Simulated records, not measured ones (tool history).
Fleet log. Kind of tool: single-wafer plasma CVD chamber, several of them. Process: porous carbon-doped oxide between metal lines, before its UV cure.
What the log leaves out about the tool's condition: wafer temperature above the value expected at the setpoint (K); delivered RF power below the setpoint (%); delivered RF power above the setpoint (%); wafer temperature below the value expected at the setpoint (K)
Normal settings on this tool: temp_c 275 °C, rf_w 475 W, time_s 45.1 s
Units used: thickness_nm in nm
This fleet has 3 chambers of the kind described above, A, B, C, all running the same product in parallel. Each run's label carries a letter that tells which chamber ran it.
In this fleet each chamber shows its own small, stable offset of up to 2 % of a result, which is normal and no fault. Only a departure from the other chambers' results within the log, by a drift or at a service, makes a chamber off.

| run | hour | temp_c | rf_w | time_s | hours since the last thermocouple change | hours since the last RF generator calibration | read-back reference wafer on the same gauge, thickness_nm | thickness_nm |
|---|---|---|---|---|---|---|---|---|
| 1A | 13.1 | 275 | 475 | 45.1 | 1061.8 | 582.4 | 260.94 | 274.08 |
| 2C | 25.2 | 275 | 475 | 45.1 | 2309.4 | 1060.2 | 261.23 | 271.02 |
| 3B | 39.7 | 275 | 475 | 45.1 | 452.7 | 373.7 | 261.30 | 277.74 |
| 4C | 52.7 | 275 | 475 | 45.1 | 2336.9 | 1087.7 | 260.84 | 270.55 |
| 5A | 65.1 | 275 | 475 | 45.1 | 1113.8 | 634.4 | 260.91 | 274.11 |
| 6B | 73.6 | 275 | 475 | 45.1 | 486.6 | 407.6 | 261.28 | 275.71 |
| 7A | 90.1 | 275 | 475 | 45.1 | 1138.8 | 659.4 | 260.89 | 272.04 |
| 8B | 104.6 | 275 | 475 | 45.1 | 517.6 | 438.6 | 260.96 | 276.50 |
| 9C | 113.2 | 275 | 475 | 45.1 | 2397.4 | 1148.2 | 261.09 | 270.00 |
| 10A | 128.3 | 265 | 475 | 45.1 | 1177.0 | 697.6 | 261.21 | 287.05 |
| 11C | 136.2 | 265 | 475 | 45.1 | 2420.4 | 1171.2 | 260.92 | 286.73 |
| 12B | 148.6 | 265 | 475 | 45.1 | 561.6 | 482.6 | 261.11 | 295.18 |
| 13B | 161.8 | 275 | 475 | 45.1 | 574.8 | 495.8 | 261.33 | 274.76 |
| 14C | 170.8 | 275 | 475 | 45.1 | 2455.0 | 1205.8 | 260.93 | 271.67 |
| 15A | 185.6 | 275 | 475 | 45.1 | 1234.3 | 754.9 | 260.88 | 265.87 |
| 16C | 195.9 | 268 | 475 | 38.7 | 2480.1 | 1230.9 | 261.04 | 244.72 |
| 17A | 207.6 | 268 | 475 | 38.7 | 1256.3 | 776.9 | 260.85 | 239.20 |
| 18B | 217.6 | 268 | 475 | 38.7 | 630.6 | 551.6 | 260.99 | 246.83 |
| 19A | 229.6 | 275 | 475 | 45.1 | 1278.3 | 798.9 | 260.94 | 262.67 |
|  | 240.2 | chamber C: RF generator calibrated |
| 20B | 246.3 | 275 | 475 | 45.1 | 659.3 | 580.3 | 261.09 | 274.35 |
| 21C | 255.7 | 275 | 565 | 45.1 | 2539.9 | 15.5 | 260.77 | 303.99 |
| 22C | 264.6 | 275 | 565 | 45.1 | 2548.8 | 24.4 | 260.79 | 304.77 |
| 23A | 279.0 | 275 | 565 | 45.1 | 1327.7 | 848.3 | 260.91 | 295.35 |
| 24B | 289.7 | 275 | 475 | 45.1 | 702.7 | 623.7 | 261.13 | 276.30 |

The same settings go to every chamber for the next run, one line per chamber below. Forecast the results for each:
| 25A | 301.7 | 275 | 475 | 45.1 |  |  |  | ? |
| 25B | 301.7 | 275 | 475 | 45.1 |  |  |  | ? |
| 25C | 301.7 | 275 | 475 | 45.1 |  |  |  | ? |

| run | thickness_nm |
|---|---|
| 25A | 255.87 |
| 25B | 275.56 |
| 25C | 273.90 |
